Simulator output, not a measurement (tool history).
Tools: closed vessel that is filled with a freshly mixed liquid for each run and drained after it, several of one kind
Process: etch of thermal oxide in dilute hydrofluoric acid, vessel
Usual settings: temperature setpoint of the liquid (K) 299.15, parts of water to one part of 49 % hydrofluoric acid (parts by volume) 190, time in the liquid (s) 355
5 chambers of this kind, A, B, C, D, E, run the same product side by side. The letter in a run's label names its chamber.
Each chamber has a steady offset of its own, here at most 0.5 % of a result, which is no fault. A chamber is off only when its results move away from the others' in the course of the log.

run	hour	temperature setpoint of the liquid (K)	parts of water to one part of 49 % hydrofluoric acid (parts by volume)	time in the liquid (s)	read-back film thickness of the thermal oxide reference wafer, read on the same gauge (nm)	thickness taken off the thermal oxide on a monitor wafer (nm)
1E	3.4	299.15	190	355	139.98	8.7069
2B	9.5	299.15	190	355	140.01	8.8854
3D	15.9	299.15	190	355	140	8.7664
4C	21.5	299.15	190	355	140	8.864
5A	28.5	299.15	190	355	140.01	8.8434
6C	35.7	299.15	190	355	139.99	8.9584
7B	40.5	299.15	190	355	140	8.9524
8D	46.5	299.15	190	355	140	8.7788
9A	53.3	299.15	190	355	139.99	8.8859
10E	60.2	299.15	265	560	139.99	9.1733
11E	65.2	299.15	265	560	140	9.2867
12C	69.2	299.15	265	560	140	9.2029
13A	73.2	299.15	265	560	139.98	9.3285
14D	77.7	299.15	265	560	140.01	9.0897
15B	84.9	299.15	190	355	140	8.7743
16B	88.6	299.15	190	355	140.01	8.968
# hour 91.2: chamber E: thermometer replaced
17A	93.4	299.15	190	355	140	9.1045
18C	98.5	299.15	190	355	139.99	8.8022
19D	104.7	299.15	190	355	140.01	8.8432
20E	110.6	299.15	190	435	140	10.853
21A	117.7	299.15	190	435	139.99	11.097
22B	122.3	299.15	190	435	139.99	10.887
23E	128.4	299.15	190	435	139.99	10.992
24C	132.7	299.15	190	435	140.01	10.748
25D	136.9	299.15	190	355	140	8.7747
26A	143.8	299.15	190	355	140.01	9.2267
27C	149.5	299.15	190	355	140	8.9065
28D	153.5	299.15	190	355	140.02	8.8072
29B	159.2	299.15	190	355	140.02	8.9353
30E	163.2	299.15	190	355	140	8.9713
31C	168.2	299.15	190	355	140.01	8.7999
32B	173.1	299.15	190	355	139.99	8.9085
33E	177.3	299.15	190	355	140	8.8623
34A	183	299.15	190	355	139.99	9.2093
35D	189.6	299.15	190	355	139.99	8.9456
36A	196.7	295.15	190	180	139.99	4.0803
37E	203.9	295.15	190	180	140.01	3.8309
38B	207.5	295.15	190	180	140.01	3.8805
39C	212.7	295.15	190	180	140.01	3.9017
40D	216.9	295.15	190	180	140.02	3.8722
41B	221.9	302.15	275	355	139.99	6.2375

Is one chamber off against the others, does the gauge drift, or is nothing wrong? If a chamber is off, say which, and what the likeliest cause is.

Chamber A drifts away from the others.
Cause: liquid hotter than its thermometer reads (K) = 2.02.
The log may not tell that from: hydrofluoric acid flow above the setpoint (%).

Here are 4 candidates for chamber A's next run, each the usual settings with a change, their results left as question marks. Which one brings its results back in line with what the others give on the usual settings?
In line means no further than this from the other chambers' mean on the usual settings: thickness taken off the thermal oxide on a monitor wafer (nm) 0.25
42A-1	227.1	301.15	190	355		?
42A-2	227.1	299.15	185	355		?
42A-3	227.1	299.15	190	350		?
42A-4	227.1	297.15	190	355		?

The other chambers' mean on the usual settings: thickness taken off the thermal oxide on a monitor wafer (nm) 8.8696
run	thickness taken off the thermal oxide on a monitor wafer (nm)
42A-1	10.233
42A-2	9.8438
42A-3	9.396
42A-4	8.8586
42A-4 brings the chamber back in line.
